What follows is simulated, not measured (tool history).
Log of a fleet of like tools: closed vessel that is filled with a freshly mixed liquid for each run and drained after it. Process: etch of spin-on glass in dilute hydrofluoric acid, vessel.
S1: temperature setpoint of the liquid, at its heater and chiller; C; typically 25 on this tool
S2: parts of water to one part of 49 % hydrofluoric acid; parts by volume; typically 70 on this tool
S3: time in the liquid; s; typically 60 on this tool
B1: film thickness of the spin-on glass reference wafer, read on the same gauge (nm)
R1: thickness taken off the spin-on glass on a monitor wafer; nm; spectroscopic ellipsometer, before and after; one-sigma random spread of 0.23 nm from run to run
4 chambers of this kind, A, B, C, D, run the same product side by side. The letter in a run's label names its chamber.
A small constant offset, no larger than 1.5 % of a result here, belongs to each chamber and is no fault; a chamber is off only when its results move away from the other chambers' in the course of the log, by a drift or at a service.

| run | hour | S1 | S2 | S3 | B1 | R1 |
|---|---|---|---|---|---|---|
| 1C | 8.7 | 25 | 70 | 60 | 60 | 35.281 |
| 2D | 13.9 | 25 | 70 | 60 | 59.996 | 35.146 |
| 3A | 25.5 | 25 | 70 | 60 | 60.022 | 35.635 |
| 4B | 35.1 | 25 | 70 | 60 | 60.001 | 35.102 |
| 5B | 40.4 | 25 | 70 | 60 | 60.022 | 35.454 |
| 6C | 51.7 | 25 | 70 | 60 | 59.958 | 35.657 |
| 7A | 59.2 | 25 | 70 | 60 | 60.032 | 35.265 |
| 8D | 65.1 | 25 | 70 | 60 | 60.01 | 34.869 |
| 9D | 75 | 25 | 70 | 60 | 60.005 | 35.32 |
| 10B | 85.3 | 25 | 70 | 60 | 60.047 | 35.422 |
| 11C | 91.2 | 25 | 70 | 60 | 59.975 | 35.238 |
| 12A | 102.9 | 25 | 70 | 60 | 59.959 | 35.384 |
| 13B | 110 | 25 | 70 | 60 | 59.984 | 35.815 |
| 14C | 116.6 | 25 | 70 | 60 | 60 | 35.577 |
| 15A | 123.6 | 25 | 70 | 60 | 60.019 | 35.286 |
| 16D | 130.1 | 25 | 70 | 60 | 59.994 | 34.976 |
| 17B | 136.4 | 25 | 70 | 60 | 60.037 | 34.982 |
| 18D | 145.1 | 25 | 70 | 60 | 60.001 | 34.903 |
| 19C | 151.3 | 25 | 70 | 60 | 59.987 | 35.206 |
| 20A | 158.1 | 25 | 70 | 60 | 60.001 | 35.137 |
| 21A | 165 | 25 | 70 | 60 | 60.011 | 35.705 |
| 22B | 175.5 | 25 | 70 | 45 | 60.019 | 26.906 |
| 23D | 182.2 | 25 | 70 | 45 | 60.025 | 26.358 |
| 24C | 191.3 | 25 | 70 | 45 | 59.961 | 26.862 |
| 25D | 198.7 | 25 | 70 | 45 | 60.004 | 26.378 |
| 26B | 205.6 | 25 | 70 | 60 | 59.983 | 35.361 |
| 27A | 211.9 | 25 | 70 | 40 | 59.979 | 23.893 |
| 28C | 217.5 | 25 | 70 | 40 | 59.99 | 23.491 |
| 29D | 224.9 | 25 | 70 | 40 | 60.02 | 23.422 |
| 30B | 235.8 | 25 | 70 | 40 | 59.976 | 23.685 |
| 31C | 243.9 | 25 | 70 | 60 | 60.023 | 35.43 |
| 32A | 254.8 | 25 | 70 | 60 | 59.978 | 35.926 |
| 33A | 264.3 | 25 | 70 | 60 | 59.993 | 35.6 |
| 34D | 273.6 | 25 | 85 | 80 | 59.981 | 37.88 |
| 35B | 280.4 | 25 | 85 | 80 | 59.984 | 37.833 |
| 36C | 290.4 | 25 | 85 | 80 | 60.007 | 38.18 |

One chamber off, gauge drift, or nothing amiss beyond the chambers' own small offsets? If it is a chamber, which one, and what is the likeliest cause?

No chamber stands off beyond its own small offset, and the gauge holds steady.

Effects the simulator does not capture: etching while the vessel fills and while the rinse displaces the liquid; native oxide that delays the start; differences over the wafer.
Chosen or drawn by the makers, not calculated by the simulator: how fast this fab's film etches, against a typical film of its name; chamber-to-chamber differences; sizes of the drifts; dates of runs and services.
